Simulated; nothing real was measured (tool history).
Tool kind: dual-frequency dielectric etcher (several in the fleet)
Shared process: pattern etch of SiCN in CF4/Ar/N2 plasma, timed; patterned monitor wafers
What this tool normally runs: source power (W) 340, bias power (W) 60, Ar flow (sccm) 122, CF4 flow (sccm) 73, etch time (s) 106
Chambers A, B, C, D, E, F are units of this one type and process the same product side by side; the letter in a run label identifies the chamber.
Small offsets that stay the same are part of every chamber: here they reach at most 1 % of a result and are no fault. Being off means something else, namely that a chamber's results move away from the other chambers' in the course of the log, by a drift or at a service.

run   hour  source power (W)  bias power (W)  Ar flow (sccm)  CF4 flow (sccm)  etch time (s)  hours since the last wet clean  hours since the last source power generator calibration  hours since the last bias power generator calibration  hours since the last Ar flow controller change  hours since the last CF4 flow controller change  read-back reference wafer on the same gauge, depth_nm  mean etch depth across the wafer (angstrom)
 1F    7.9               340              60             122               73            106                           355.4                                                     1176                                                  698.6                                          3828.2                                           2855.3                                                   73.8                                       648.21
 2C   14.9               340              60             122               73            106                           145.1                                                    650.6                                                 2304.5                                          2664.3                                           2578.2                                                 73.799                                       658.14
 3B   24.2               340              60             122               73            106                             153                                                   2919.2                                                 3124.9                                            4247                                            265.8                                                 73.754                                       655.82
 4D   29.5               340              60             122               73            106                           103.9                                                   1875.2                                                   87.9                                            1995                                           2069.3                                                 73.814                                        660.8
 5A   34.1               340              60             138               73            106                           139.4                                                     2271                                                 2953.9                                          2399.8                                            611.4                                                 73.825                                       636.96
 6E   41.3               340              60             138               73            106                           172.9                                                    913.7                                                 1366.3                                           230.2                                           2641.3                                                 73.847                                       645.75
 7A   50.4               340              60             138               73            106                           155.7                                                   2287.3                                                 2970.2                                          2416.1                                            627.7                                                  73.79                                       637.36
 8E   60.1               340              60             138               73            106                           191.7                                                    932.5                                                 1385.1                                             249                                           2660.1                                                 73.793                                       647.33
      62.1  -- chamber F: wet clean of the chamber
 9C   67.8               340              60             138               73            106                             198                                                    703.5                                                 2357.4                                          2717.2                                           2631.1                                                 73.794                                       646.23
10D   77.4               340              60             138               73            106                           151.8                                                   1923.1                                                  135.8                                          2042.9                                           2117.2                                                 73.837                                       648.38
11F   85.3               340              60             122               73            106                            23.3                                                   1253.4                                                    776                                          3905.6                                           2932.7                                                 73.766                                       647.72
12B   90.6               340              60             122               73            106                           219.4                                                   2985.6                                                 3191.3                                          4313.4                                            332.2                                                 73.764                                       655.97
13C   97.1               340              60             122               73            106                           227.3                                                    732.8                                                 2386.7                                          2746.5                                           2660.4                                                 73.804                                       657.57
14F    107               340              60             122               73            106                              45                                                   1275.1                                                  797.7                                          3927.3                                           2954.4                                                  73.82                                       650.21
15E  116.1               340              60             122               73            106                           247.7                                                    988.5                                                 1441.1                                             305                                           2716.1                                                 73.805                                       658.58
16A  123.1               340              60             122               73            106                           228.4                                                     2360                                                 3042.9                                          2488.8                                            700.4                                                 73.786                                       648.31
17B  129.1               340              60             122               73            106                           257.9                                                   3024.1                                                 3229.8                                          4351.9                                            370.7                                                 73.807                                       656.49
     132.4  -- chamber D: CF4 flow controller replaced
18D    135               340              60             122               73            106                           209.4                                                   1980.7                                                  193.4                                          2100.5                                              2.6                                                  73.82                                       659.64
19F  143.9               340              60             122               73            106                            81.9                                                     1312                                                  834.6                                          3964.2                                           2991.3                                                 73.819                                       648.68
20A  149.9               340              60             122               73            106                           255.2                                                   2386.8                                                 3069.7                                          2515.6                                            727.2                                                 73.834                                       647.83
21D  157.5               340              60             122               73            106                           231.9                                                   2003.2                                                  215.9                                            2123                                             25.1                                                 73.816                                       657.78
22E  165.9               340              60             122               73            106                           297.5                                                   1038.3                                                 1490.9                                           354.8                                           2765.9                                                 73.788                                       659.21
23B  174.7               340              60             135               73          131.5                           303.5                                                   3069.7                                                 3275.4                                          4397.5                                            416.3                                                  73.84                                       801.68
24C  179.3               340              60             135               73          131.5                           309.5                                                      815                                                 2468.9                                          2828.7                                           2742.6                                                 73.758                                       808.67
25E  185.1               340              60             135               73          131.5                           316.7                                                   1057.5                                                 1510.1                                             374                                           2785.1                                                 73.785                                       807.38
26F  190.5               340              60             135               73          131.5                           128.5                                                   1358.6                                                  881.2                                          4010.8                                           3037.9                                                 73.828                                       795.49
27C  197.2               340              60             135               73          131.5                           327.4                                                    832.9                                                 2486.8                                          2846.6                                           2760.5                                                 73.748                                       812.05
28B  206.4               340              60             135               73          131.5                           335.2                                                   3101.4                                                 3307.1                                          4429.2                                              448                                                 73.786                                       801.46
29D  214.2               340              60             122               73            106                           288.6                                                   2059.9                                                  272.6                                          2179.7                                             81.8                                                 73.783                                       661.27
30A  224.2               340              60             122               73            106                           329.5                                                   2461.1                                                   3144                                          2589.9                                            801.5                                                 73.831                                       649.93
31D  233.7               340              60             122               73            126                           308.1                                                   2079.4                                                  292.1                                          2199.2                                            101.3                                                 73.811                                       785.47
32E  239.6               340              60             122               73            126                           371.2                                                     1112                                                 1564.6                                           428.5                                           2839.6                                                   73.8                                       781.19
     245.1  -- chamber E: wet clean of the chamber
33B  245.2               340              60             122               73            126                             374                                                   3140.2                                                 3345.9                                            4468                                            486.8                                                 73.774                                       780.19
34C  250.5               340              60             122               73            126                           380.7                                                    886.2                                                 2540.1                                          2899.9                                           2813.8                                                 73.838                                       793.51
35A    257               340              60             122               73            126                           362.3                                                   2493.9                                                 3176.8                                          2622.7                                            834.3                                                 73.808                                       776.37
36F  262.5               340              60             122               73            126                           200.5                                                   1430.6                                                  953.2                                          4082.8                                           3109.9                                                 73.786                                       768.32
37C  268.5               340              60             122               73            106                           398.7                                                    904.2                                                 2558.1                                          2917.9                                           2831.8                                                 73.831                                       667.79
38E  278.7               270              60             122               73            106                            33.6                                                   1151.1                                                 1603.7                                           467.6                                           2878.7                                                 73.821                                       534.34
39F  283.3               270              60             122               73            106                           221.3                                                   1451.4                                                    974                                          4103.6                                           3130.7                                                 73.797                                       527.39
40B    291               270              60             122               73            106                           419.8                                                     3186                                                 3391.7                                          4513.8                                            532.6                                                 73.802                                       535.32
41D  300.4               270              60             122               73            106                           374.8                                                   2146.1                                                  358.8                                          2265.9                                              168                                                 73.807                                       539.81

All 6 chambers run these settings next. Forecast each chamber's results:
42A  307.8               340              60             102               73            106                                                                                                                                                                                                                                                                                                                                                    ?
42B  307.8               340              60             102               73            106                                                                                                                                                                                                                                                                                                                                                    ?
42C  307.8               340              60             102               73            106                                                                                                                                                                                                                                                                                                                                                    ?
42D  307.8               340              60             102               73            106                                                                                                                                                                                                                                                                                                                                                    ?
42E  307.8               340              60             102               73            106                                                                                                                                                                                                                                                                                                                                                    ?
42F  307.8               340              60             102               73            106                                                                                                                                                                                                                                                                                                                                                    ?

run  mean etch depth across the wafer (angstrom)
42A                                       671.01
42B                                       678.28
42C                                       690.27
42D                                       679.81
42E                                       674.71
42F                                       668.12

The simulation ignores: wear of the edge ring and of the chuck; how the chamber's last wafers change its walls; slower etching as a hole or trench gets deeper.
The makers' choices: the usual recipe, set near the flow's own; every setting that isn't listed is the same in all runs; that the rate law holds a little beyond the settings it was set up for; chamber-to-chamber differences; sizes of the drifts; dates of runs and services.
